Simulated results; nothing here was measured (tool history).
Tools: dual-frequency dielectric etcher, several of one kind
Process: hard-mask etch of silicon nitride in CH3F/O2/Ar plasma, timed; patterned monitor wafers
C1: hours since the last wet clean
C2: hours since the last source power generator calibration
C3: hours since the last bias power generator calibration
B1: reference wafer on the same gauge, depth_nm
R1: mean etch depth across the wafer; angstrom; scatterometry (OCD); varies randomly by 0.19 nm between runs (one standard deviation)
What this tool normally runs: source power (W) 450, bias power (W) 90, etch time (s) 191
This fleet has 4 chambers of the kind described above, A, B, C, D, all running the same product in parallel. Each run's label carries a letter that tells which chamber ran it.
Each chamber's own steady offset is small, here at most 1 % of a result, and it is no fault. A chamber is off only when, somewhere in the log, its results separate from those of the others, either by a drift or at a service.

{"run": "1A", "hour": 6.4, "source power (W)": 450, "bias power (W)": 90, "etch time (s)": 191, "C1": 52.8, "C2": 1080.9, "C3": 3420.7, "B1": 136.04, "R1": 1514.7}
{"run": "2B", "hour": 10.1, "source power (W)": 450, "bias power (W)": 90, "etch time (s)": 191, "C1": 131.2, "C2": 1823.1, "C3": 2908.1, "B1": 136.05, "R1": 1520.1}
{"run": "3D", "hour": 16.8, "source power (W)": 450, "bias power (W)": 90, "etch time (s)": 191, "C1": 265, "C2": 166.4, "C3": 2926.2, "B1": 136.03, "R1": 1503.9}
{"run": "4C", "hour": 23.1, "source power (W)": 450, "bias power (W)": 90, "etch time (s)": 191, "C1": 150.6, "C2": 4736.7, "C3": 1747.3, "B1": 136.09, "R1": 1517}
{"run": "5C", "hour": 30.7, "source power (W)": 450, "bias power (W)": 90, "etch time (s)": 191, "C1": 158.2, "C2": 4744.3, "C3": 1754.9, "B1": 136.14, "R1": 1513.4}
{"run": "6D", "hour": 36.2, "source power (W)": 450, "bias power (W)": 90, "etch time (s)": 233.5, "C1": 284.4, "C2": 185.8, "C3": 2945.6, "B1": 136.15, "R1": 1841.2}
{"run": "7A", "hour": 41.4, "source power (W)": 450, "bias power (W)": 90, "etch time (s)": 233.5, "C1": 87.8, "C2": 1115.9, "C3": 3455.7, "B1": 136.21, "R1": 1857.2}
{"run": "8B", "hour": 48.2, "source power (W)": 450, "bias power (W)": 90, "etch time (s)": 233.5, "C1": 169.3, "C2": 1861.2, "C3": 2946.2, "B1": 136.19, "R1": 1858.2}
{"run": "9A", "hour": 55.7, "source power (W)": 450, "bias power (W)": 90, "etch time (s)": 233.5, "C1": 102.1, "C2": 1130.2, "C3": 3470, "B1": 136.22, "R1": 1861.3}
{"run": "10C", "hour": 60.3, "source power (W)": 450, "bias power (W)": 90, "etch time (s)": 191, "C1": 187.8, "C2": 4773.9, "C3": 1784.5, "B1": 136.27, "R1": 1515.9}
{"run": "11D", "hour": 66.1, "source power (W)": 450, "bias power (W)": 90, "etch time (s)": 191, "C1": 314.3, "C2": 215.7, "C3": 2975.5, "B1": 136.3, "R1": 1505.8}
{"run": "12B", "hour": 69.7, "source power (W)": 450, "bias power (W)": 90, "etch time (s)": 191, "C1": 190.8, "C2": 1882.7, "C3": 2967.7, "B1": 136.31, "R1": 1525}
{"run": "13D", "hour": 74.9, "source power (W)": 450, "bias power (W)": 90, "etch time (s)": 191, "C1": 323.1, "C2": 224.5, "C3": 2984.3, "B1": 136.33, "R1": 1507.7}
{"run": "14C", "hour": 80.9, "source power (W)": 450, "bias power (W)": 90, "etch time (s)": 191, "C1": 208.4, "C2": 4794.5, "C3": 1805.1, "B1": 136.32, "R1": 1518.4}
{"run": "15A", "hour": 86.2, "source power (W)": 450, "bias power (W)": 90, "etch time (s)": 191, "C1": 132.6, "C2": 1160.7, "C3": 3500.5, "B1": 136.39, "R1": 1522.7}
{"run": "16B", "hour": 93.0, "source power (W)": 450, "bias power (W)": 90, "etch time (s)": 191, "C1": 214.1, "C2": 1906, "C3": 2991, "B1": 136.39, "R1": 1523.2}
{"run": "17B", "hour": 100.7, "source power (W)": 450, "bias power (W)": 90, "etch time (s)": 191, "C1": 221.8, "C2": 1913.7, "C3": 2998.7, "B1": 136.45, "R1": 1527.2}
{"run": "18A", "hour": 104.7, "source power (W)": 450, "bias power (W)": 90, "etch time (s)": 191, "C1": 151.1, "C2": 1179.2, "C3": 3519, "B1": 136.48, "R1": 1525}
{"run": "19C", "hour": 110.7, "source power (W)": 450, "bias power (W)": 90, "etch time (s)": 191, "C1": 238.2, "C2": 4824.3, "C3": 1834.9, "B1": 136.53, "R1": 1520.5}
{"run": "20D", "hour": 118.5, "source power (W)": 450, "bias power (W)": 90, "etch time (s)": 191, "C1": 366.7, "C2": 268.1, "C3": 3027.9, "B1": 136.51, "R1": 1509.3}
{"run": "21C", "hour": 125.0, "source power (W)": 450, "bias power (W)": 90, "etch time (s)": 191, "C1": 252.5, "C2": 4838.6, "C3": 1849.2, "B1": 136.58, "R1": 1517}
{"run": "22D", "hour": 132.0, "source power (W)": 550, "bias power (W)": 107, "etch time (s)": 191, "C1": 380.2, "C2": 281.6, "C3": 3041.4, "B1": 136.61, "R1": 1734}
{"run": "23B", "hour": 138.9, "source power (W)": 550, "bias power (W)": 107, "etch time (s)": 191, "C1": 260, "C2": 1951.9, "C3": 3036.9, "B1": 136.6, "R1": 1750.4}
{"run": "24A", "hour": 144.8, "source power (W)": 550, "bias power (W)": 107, "etch time (s)": 191, "C1": 191.2, "C2": 1219.3, "C3": 3559.1, "B1": 136.6, "R1": 1750.9}
{"run": "25D", "hour": 152.8, "source power (W)": 550, "bias power (W)": 107, "etch time (s)": 191, "C1": 401, "C2": 302.4, "C3": 3062.2, "B1": 136.68, "R1": 1731.8}
{"run": "26A", "hour": 159.5, "source power (W)": 450, "bias power (W)": 90, "etch time (s)": 191, "C1": 205.9, "C2": 1234, "C3": 3573.8, "B1": 136.68, "R1": 1521}

Is one chamber out of step, is the gauge drifting, or do the chambers differ by no more than their own small offsets? For an off chamber, give its letter and the likeliest cause.

Gauge drift. The chambers move together only on paper, and none stands off.
Cause: gauge reads high (%) = 0.525.
